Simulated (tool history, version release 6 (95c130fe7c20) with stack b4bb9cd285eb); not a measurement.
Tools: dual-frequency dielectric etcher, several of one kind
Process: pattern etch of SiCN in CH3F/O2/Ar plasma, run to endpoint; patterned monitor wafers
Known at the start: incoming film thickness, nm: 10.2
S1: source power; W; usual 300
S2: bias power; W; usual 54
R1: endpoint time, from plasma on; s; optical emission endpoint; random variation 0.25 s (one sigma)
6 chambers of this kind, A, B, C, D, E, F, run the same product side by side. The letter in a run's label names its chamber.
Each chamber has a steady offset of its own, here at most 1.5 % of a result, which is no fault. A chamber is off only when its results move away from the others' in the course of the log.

run   hour   S1  S2      R1
 1A    7.1  300  54  33.999
 2C   13.8  300  54  33.919
 3D   21.5  300  54  33.292
      24.0  -- chamber D: wet clean of the chamber
 4F   28.0  300  54  33.457
 5E   34.9  300  54  33.564
 6B   42.3  300  54  34.096
 7A   51.5  300  54  33.587
 8C   61.5  300  54  33.666
 9E   70.1  360  54  31.196
10D   75.4  360  54  31.609
11B   83.1  360  54  31.693
12F   90.8  360  54  31.443
13B   96.8  360  54  31.724
14A  103.6  360  54  31.293
15F  108.8  330  54  32.100
16D  114.6  330  54  31.978
17C  123.3  330  54  32.593
18E  131.6  330  54  32.540
19D  139.0  330  54  32.139
20B  144.5  330  54  33.042
21C  153.1  300  54  34.159
22F  160.6  300  54  33.467
23E  170.1  300  54  33.342
24A  178.8  300  54  34.028
25D  186.8  300  54  33.617
26C  196.5  300  54  33.537
27E  203.1  300  54  33.269
     205.3  -- chamber A: wet clean of the chamber
28B  209.9  300  54  33.633
     211.6  -- chamber E: wet clean of the chamber
29A  219.6  300  41  36.572
30F  225.2  300  41  36.120
31A  230.1  300  41  37.071
32E  235.0  300  41  36.303
33C  244.8  300  41  36.480
34D  254.1  300  41  37.239
35B  262.4  240  47  38.519
36F  272.6  240  47  37.797
37C  280.0  240  47  38.293
38A  286.8  240  47  38.131
     295.8  -- chamber D: source power generator calibrated
39D  297.1  240  47  37.739
40F  306.5  240  47  37.912
41B  311.4  300  54  33.948

All 6 chambers run these settings next. Forecast each chamber's results:
42A  318.8  300  48   ?
42B  318.8  300  48   ?
42C  318.8  300  48   ?
42D  318.8  300  48   ?
42E  318.8  300  48   ?
42F  318.8  300  48   ?

run      R1
42A  35.007
42B  35.268
42C  35.212
42D  34.383
42E  35.505
42F  34.794

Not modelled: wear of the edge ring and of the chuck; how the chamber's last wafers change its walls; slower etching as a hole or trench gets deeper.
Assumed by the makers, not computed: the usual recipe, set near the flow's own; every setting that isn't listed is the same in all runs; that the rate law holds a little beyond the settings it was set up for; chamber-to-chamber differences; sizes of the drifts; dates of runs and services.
